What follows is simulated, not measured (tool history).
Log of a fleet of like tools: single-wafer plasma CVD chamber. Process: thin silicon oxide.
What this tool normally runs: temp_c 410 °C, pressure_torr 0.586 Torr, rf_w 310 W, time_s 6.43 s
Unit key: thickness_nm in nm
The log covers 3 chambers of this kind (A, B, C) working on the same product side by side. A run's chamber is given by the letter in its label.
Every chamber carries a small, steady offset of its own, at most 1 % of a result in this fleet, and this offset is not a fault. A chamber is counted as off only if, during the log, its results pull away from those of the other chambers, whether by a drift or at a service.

| run | hour | temp_c | pressure_torr | rf_w | time_s | read-back reference wafer on the same gauge, thickness_nm | thickness_nm |
|---|---|---|---|---|---|---|---|
| 1C | 8.4 | 410 | 0.586 | 310 | 6.43 | 9.5724 | 8.5968 |
| 2B | 14.3 | 410 | 0.586 | 310 | 6.43 | 9.5811 | 8.5646 |
| 3A | 21.6 | 410 | 0.586 | 310 | 6.43 | 9.5658 | 8.5769 |
| 4A | 28.6 | 410 | 0.586 | 310 | 6.43 | 9.5705 | 8.5269 |
| 5C | 36.3 | 410 | 0.586 | 310 | 6.43 | 9.5804 | 8.5794 |
| 6B | 42.7 | 410 | 0.586 | 310 | 6.43 | 9.5748 | 8.4957 |
| 7B | 47.7 | 410 | 0.586 | 310 | 6.43 | 9.5734 | 8.5266 |
| 8C | 55.9 | 410 | 0.586 | 310 | 6.43 | 9.5670 | 8.5757 |
| 9A | 64.9 | 410 | 0.586 | 310 | 6.43 | 9.5599 | 8.5565 |
| 10B | 70.1 | 410 | 0.586 | 310 | 6.43 | 9.5752 | 8.5567 |
| 11C | 76.0 | 410 | 0.586 | 310 | 6.43 | 9.5654 | 8.5700 |
| 12A | 81.1 | 410 | 0.490 | 310 | 6.43 | 9.5628 | 7.0100 |
| 13A | 89.5 | 410 | 0.490 | 310 | 6.43 | 9.5764 | 6.9896 |
| 14B | 94.2 | 410 | 0.490 | 310 | 6.43 | 9.5661 | 7.0541 |
| 15C | 99.1 | 410 | 0.586 | 310 | 6.43 | 9.5644 | 8.4609 |
| 16A | 106.3 | 410 | 0.586 | 310 | 6.43 | 9.5738 | 8.5604 |
| 17B | 113.9 | 410 | 0.586 | 310 | 6.43 | 9.5700 | 8.5783 |
| 18C | 120.8 | 410 | 0.586 | 360 | 5.95 | 9.5682 | 8.3043 |
| 19B | 125.8 | 410 | 0.586 | 360 | 5.95 | 9.5691 | 8.4099 |
| 20A | 134.8 | 410 | 0.586 | 360 | 5.95 | 9.5671 | 8.3993 |
| 21C | 143.8 | 410 | 0.586 | 310 | 6.43 | 9.5663 | 8.5112 |
| 22C | 152.3 | 410 | 0.499 | 310 | 6.43 | 9.5720 | 7.0266 |
| 23B | 160.3 | 410 | 0.499 | 310 | 6.43 | 9.5714 | 7.1422 |
| 24A | 169.3 | 410 | 0.499 | 310 | 6.43 | 9.5733 | 7.1650 |
| 25B | 175.0 | 410 | 0.586 | 310 | 6.43 | 9.5717 | 8.5310 |
| 26C | 181.3 | 410 | 0.586 | 310 | 6.43 | 9.5698 | 8.3606 |
| 27A | 189.3 | 410 | 0.586 | 310 | 6.43 | 9.5626 | 8.5780 |
| 28B | 194.6 | 410 | 0.586 | 260 | 6.82 | 9.5716 | 8.3560 |
| 29A | 203.0 | 410 | 0.586 | 260 | 6.82 | 9.5681 | 8.4155 |
| 30C | 210.2 | 410 | 0.586 | 260 | 6.82 | 9.5727 | 8.1845 |
| 31A | 214.7 | 410 | 0.586 | 310 | 6.43 | 9.5728 | 8.5978 |
| 32B | 221.3 | 410 | 0.586 | 310 | 6.43 | 9.5716 | 8.5668 |
| 33C | 230.5 | 410 | 0.586 | 310 | 6.43 | 9.5683 | 8.2323 |
| 34C | 237.0 | 410 | 0.586 | 290 | 6.43 | 9.5710 | 8.0469 |
| 35A | 241.8 | 410 | 0.586 | 290 | 6.43 | 9.5741 | 8.3578 |
| 36B | 246.4 | 410 | 0.586 | 290 | 6.43 | 9.5810 | 8.3644 |
| 37C | 250.7 | 410 | 0.586 | 310 | 6.43 | 9.5567 | 8.2374 |
| 38B | 259.0 | 410 | 0.586 | 310 | 5.34 | 9.5781 | 7.0924 |

Read the log: is a single chamber off, either drifting away or since a service, is the gauge that measures every chamber drifting, or is nothing wrong beyond small per-chamber offsets? Name any odd chamber and what most likely caused it.

It is chamber C that slowly wanders off from its peers.
Likeliest cause: true pressure below the setpoint (%) = 3.61.
Not necessarily distinguishable in this log from: delivered RF power below the setpoint (%).

Here are 4 candidates for chamber C's next run, each the usual settings with a change, their results left as question marks. Which one brings its results back in line with what the others give on the usual settings?
In line means no further than this from the other chambers' mean on the usual settings: thickness_nm 0.1100 nm
| 39C-1 | 265.7 | 410 | 0.586 | 260 | 6.43 |  | ? |
| 39C-2 | 265.7 | 410 | 0.628 | 310 | 6.43 |  | ? |
| 39C-3 | 265.7 | 410 | 0.599 | 310 | 6.51 |  | ? |
| 39C-4 | 265.7 | 410 | 0.573 | 310 | 6.35 |  | ? |

Average result of the remaining chambers running the usual settings: thickness_nm 8.5623 nm
| run | thickness_nm |
|---|---|
| 39C-1 | 7.6297 |
| 39C-2 | 8.8868 |
| 39C-3 | 8.5445 |
| 39C-4 | 7.9267 |
It is 39C-3 that realigns the chamber with its peers.

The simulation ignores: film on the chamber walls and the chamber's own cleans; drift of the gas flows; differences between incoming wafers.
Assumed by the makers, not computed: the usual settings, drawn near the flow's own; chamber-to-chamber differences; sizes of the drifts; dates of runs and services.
